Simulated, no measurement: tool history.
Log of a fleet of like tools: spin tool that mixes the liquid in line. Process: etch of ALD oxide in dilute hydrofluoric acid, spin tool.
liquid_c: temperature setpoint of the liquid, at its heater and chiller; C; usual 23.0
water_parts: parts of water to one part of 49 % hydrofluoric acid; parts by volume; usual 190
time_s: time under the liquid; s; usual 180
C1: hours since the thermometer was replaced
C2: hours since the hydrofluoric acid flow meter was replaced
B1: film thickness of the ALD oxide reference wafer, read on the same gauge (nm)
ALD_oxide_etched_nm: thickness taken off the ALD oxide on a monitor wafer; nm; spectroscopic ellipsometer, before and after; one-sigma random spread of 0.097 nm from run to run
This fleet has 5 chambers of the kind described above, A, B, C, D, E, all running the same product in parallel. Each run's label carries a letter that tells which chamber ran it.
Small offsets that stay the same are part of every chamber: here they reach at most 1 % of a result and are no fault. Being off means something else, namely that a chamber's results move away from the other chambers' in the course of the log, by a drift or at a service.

{"run": "1E", "hour": 2.7, "liquid_c": 23.0, "water_parts": 190, "time_s": 180, "C1": 362.7, "C2": 227.0, "B1": 120.03, "ALD_oxide_etched_nm": 18.904}
{"run": "2D", "hour": 6.9, "liquid_c": 23.0, "water_parts": 190, "time_s": 180, "C1": 800.3, "C2": 201.6, "B1": 119.97, "ALD_oxide_etched_nm": 18.892}
{"run": "3A", "hour": 10.6, "liquid_c": 23.0, "water_parts": 190, "time_s": 180, "C1": 1132.3, "C2": 672.8, "B1": 120.01, "ALD_oxide_etched_nm": 18.737}
{"run": "4B", "hour": 15.3, "liquid_c": 23.0, "water_parts": 190, "time_s": 180, "C1": 1458.0, "C2": 378.5, "B1": 119.97, "ALD_oxide_etched_nm": 18.972}
{"run": "5C", "hour": 19.7, "liquid_c": 23.0, "water_parts": 190, "time_s": 180, "C1": 380.5, "C2": 66.3, "B1": 120.01, "ALD_oxide_etched_nm": 18.882}
{"run": "6D", "hour": 24.8, "liquid_c": 23.0, "water_parts": 190, "time_s": 180, "C1": 818.2, "C2": 219.5, "B1": 120.01, "ALD_oxide_etched_nm": 18.914}
{"run": "7C", "hour": 27.5, "liquid_c": 23.0, "water_parts": 190, "time_s": 180, "C1": 388.3, "C2": 74.1, "B1": 120.0, "ALD_oxide_etched_nm": 18.971}
{"run": "8E", "hour": 32.7, "liquid_c": 23.0, "water_parts": 190, "time_s": 180, "C1": 392.7, "C2": 257.0, "B1": 119.99, "ALD_oxide_etched_nm": 18.673}
{"run": "9B", "hour": 35.8, "liquid_c": 23.0, "water_parts": 120, "time_s": 180, "C1": 1478.5, "C2": 399.0, "B1": 120.01, "ALD_oxide_etched_nm": 32.716}
{"run": "10A", "hour": 40.6, "liquid_c": 23.0, "water_parts": 120, "time_s": 180, "C1": 1162.3, "C2": 702.8, "B1": 120.01, "ALD_oxide_etched_nm": 32.527}
{"run": "11C", "hour": 44.0, "liquid_c": 23.0, "water_parts": 120, "time_s": 180, "C1": 404.8, "C2": 90.6, "B1": 120.01, "ALD_oxide_etched_nm": 32.173}
{"run": "12E", "hour": 47.4, "liquid_c": 23.0, "water_parts": 120, "time_s": 180, "C1": 407.4, "C2": 271.7, "B1": 120.01, "ALD_oxide_etched_nm": 32.299}
{"run": "13B", "hour": 51.4, "liquid_c": 23.0, "water_parts": 120, "time_s": 180, "C1": 1494.1, "C2": 414.6, "B1": 120.03, "ALD_oxide_etched_nm": 32.822}
{"run": "14A", "hour": 54.5, "liquid_c": 23.0, "water_parts": 190, "time_s": 180, "C1": 1176.2, "C2": 716.7, "B1": 120.01, "ALD_oxide_etched_nm": 18.684}
{"run": "15D", "hour": 59.8, "liquid_c": 23.0, "water_parts": 190, "time_s": 180, "C1": 853.2, "C2": 254.5, "B1": 119.98, "ALD_oxide_etched_nm": 18.721}
{"run": "16A", "hour": 62.9, "liquid_c": 23.0, "water_parts": 190, "time_s": 180, "C1": 1184.6, "C2": 725.1, "B1": 119.99, "ALD_oxide_etched_nm": 18.893}
{"hour": 66.3, "done": "chamber B: hydrofluoric acid flow meter replaced"}
{"run": "17B", "hour": 66.8, "liquid_c": 23.0, "water_parts": 190, "time_s": 180, "C1": 1509.5, "C2": 0.5, "B1": 120.02, "ALD_oxide_etched_nm": 18.86}
{"run": "18E", "hour": 71.0, "liquid_c": 23.0, "water_parts": 140, "time_s": 180, "C1": 431.0, "C2": 295.3, "B1": 119.99, "ALD_oxide_etched_nm": 27.035}
{"run": "19C", "hour": 75.1, "liquid_c": 23.0, "water_parts": 140, "time_s": 180, "C1": 435.9, "C2": 121.7, "B1": 120.0, "ALD_oxide_etched_nm": 27.309}
{"hour": 77.9, "done": "chamber D: thermometer replaced"}
{"run": "20D", "hour": 77.9, "liquid_c": 23.0, "water_parts": 140, "time_s": 180, "C1": 0.1, "C2": 272.6, "B1": 120.02, "ALD_oxide_etched_nm": 26.802}
{"run": "21D", "hour": 82.7, "liquid_c": 23.0, "water_parts": 140, "time_s": 180, "C1": 4.9, "C2": 277.4, "B1": 120.01, "ALD_oxide_etched_nm": 27.032}
{"run": "22C", "hour": 87.4, "liquid_c": 23.0, "water_parts": 140, "time_s": 180, "C1": 448.2, "C2": 134.0, "B1": 119.99, "ALD_oxide_etched_nm": 26.893}
{"run": "23A", "hour": 90.0, "liquid_c": 23.0, "water_parts": 190, "time_s": 180, "C1": 1211.7, "C2": 752.2, "B1": 120.02, "ALD_oxide_etched_nm": 18.917}
{"run": "24B", "hour": 93.2, "liquid_c": 23.0, "water_parts": 190, "time_s": 180, "C1": 1535.9, "C2": 26.9, "B1": 120.03, "ALD_oxide_etched_nm": 18.697}
{"run": "25E", "hour": 98.1, "liquid_c": 23.0, "water_parts": 110, "time_s": 180, "C1": 458.1, "C2": 322.4, "B1": 120.0, "ALD_oxide_etched_nm": 35.804}
{"run": "26A", "hour": 101.7, "liquid_c": 23.0, "water_parts": 110, "time_s": 180, "C1": 1223.4, "C2": 763.9, "B1": 119.97, "ALD_oxide_etched_nm": 35.909}
{"run": "27C", "hour": 105.8, "liquid_c": 23.0, "water_parts": 110, "time_s": 180, "C1": 466.6, "C2": 152.4, "B1": 120.01, "ALD_oxide_etched_nm": 35.882}
{"run": "28E", "hour": 110.2, "liquid_c": 23.0, "water_parts": 110, "time_s": 180, "C1": 470.2, "C2": 334.5, "B1": 120.01, "ALD_oxide_etched_nm": 35.549}
{"run": "29D", "hour": 113.2, "liquid_c": 23.0, "water_parts": 110, "time_s": 180, "C1": 35.4, "C2": 307.9, "B1": 119.98, "ALD_oxide_etched_nm": 35.522}
{"run": "30B", "hour": 117.5, "liquid_c": 23.0, "water_parts": 190, "time_s": 180, "C1": 1560.2, "C2": 51.2, "B1": 119.97, "ALD_oxide_etched_nm": 18.444}
{"run": "31D", "hour": 121.1, "liquid_c": 23.0, "water_parts": 190, "time_s": 180, "C1": 43.3, "C2": 315.8, "B1": 120.0, "ALD_oxide_etched_nm": 18.887}
{"run": "32C", "hour": 126.0, "liquid_c": 23.0, "water_parts": 190, "time_s": 180, "C1": 486.8, "C2": 172.6, "B1": 120.0, "ALD_oxide_etched_nm": 18.865}
{"run": "33B", "hour": 129.5, "liquid_c": 23.0, "water_parts": 190, "time_s": 180, "C1": 1572.2, "C2": 63.2, "B1": 119.99, "ALD_oxide_etched_nm": 18.381}
{"run": "34A", "hour": 133.4, "liquid_c": 23.0, "water_parts": 190, "time_s": 180, "C1": 1255.1, "C2": 795.6, "B1": 119.96, "ALD_oxide_etched_nm": 18.755}
{"run": "35E", "hour": 137.3, "liquid_c": 23.0, "water_parts": 190, "time_s": 180, "C1": 497.3, "C2": 361.6, "B1": 120.02, "ALD_oxide_etched_nm": 18.9}
{"run": "36A", "hour": 139.6, "liquid_c": 23.0, "water_parts": 190, "time_s": 180, "C1": 1261.3, "C2": 801.8, "B1": 119.99, "ALD_oxide_etched_nm": 18.724}
{"run": "37B", "hour": 142.8, "liquid_c": 23.0, "water_parts": 190, "time_s": 180, "C1": 1585.5, "C2": 76.5, "B1": 120.0, "ALD_oxide_etched_nm": 18.474}
{"run": "38D", "hour": 146.0, "liquid_c": 23.0, "water_parts": 190, "time_s": 180, "C1": 68.2, "C2": 340.7, "B1": 119.97, "ALD_oxide_etched_nm": 18.936}
{"run": "39C", "hour": 149.0, "liquid_c": 23.0, "water_parts": 190, "time_s": 180, "C1": 509.8, "C2": 195.6, "B1": 119.97, "ALD_oxide_etched_nm": 18.958}
{"run": "40E", "hour": 154.0, "liquid_c": 19.5, "water_parts": 235, "time_s": 180, "C1": 514.0, "C2": 378.3, "B1": 119.99, "ALD_oxide_etched_nm": 12.736}

All 5 chambers run these settings next. Forecast each chamber's results:
{"run": "41A", "hour": 157.8, "liquid_c": 23.0, "water_parts": 190, "time_s": 180, "ALD_oxide_etched_nm": "?"}
{"run": "41B", "hour": 157.8, "liquid_c": 23.0, "water_parts": 190, "time_s": 180, "ALD_oxide_etched_nm": "?"}
{"run": "41C", "hour": 157.8, "liquid_c": 23.0, "water_parts": 190, "time_s": 180, "ALD_oxide_etched_nm": "?"}
{"run": "41D", "hour": 157.8, "liquid_c": 23.0, "water_parts": 190, "time_s": 180, "ALD_oxide_etched_nm": "?"}
{"run": "41E", "hour": 157.8, "liquid_c": 23.0, "water_parts": 190, "time_s": 180, "ALD_oxide_etched_nm": "?"}

run=41A ALD_oxide_etched_nm=18.793
run=41B ALD_oxide_etched_nm=18.212
run=41C ALD_oxide_etched_nm=18.984
run=41D ALD_oxide_etched_nm=18.729
run=41E ALD_oxide_etched_nm=18.838

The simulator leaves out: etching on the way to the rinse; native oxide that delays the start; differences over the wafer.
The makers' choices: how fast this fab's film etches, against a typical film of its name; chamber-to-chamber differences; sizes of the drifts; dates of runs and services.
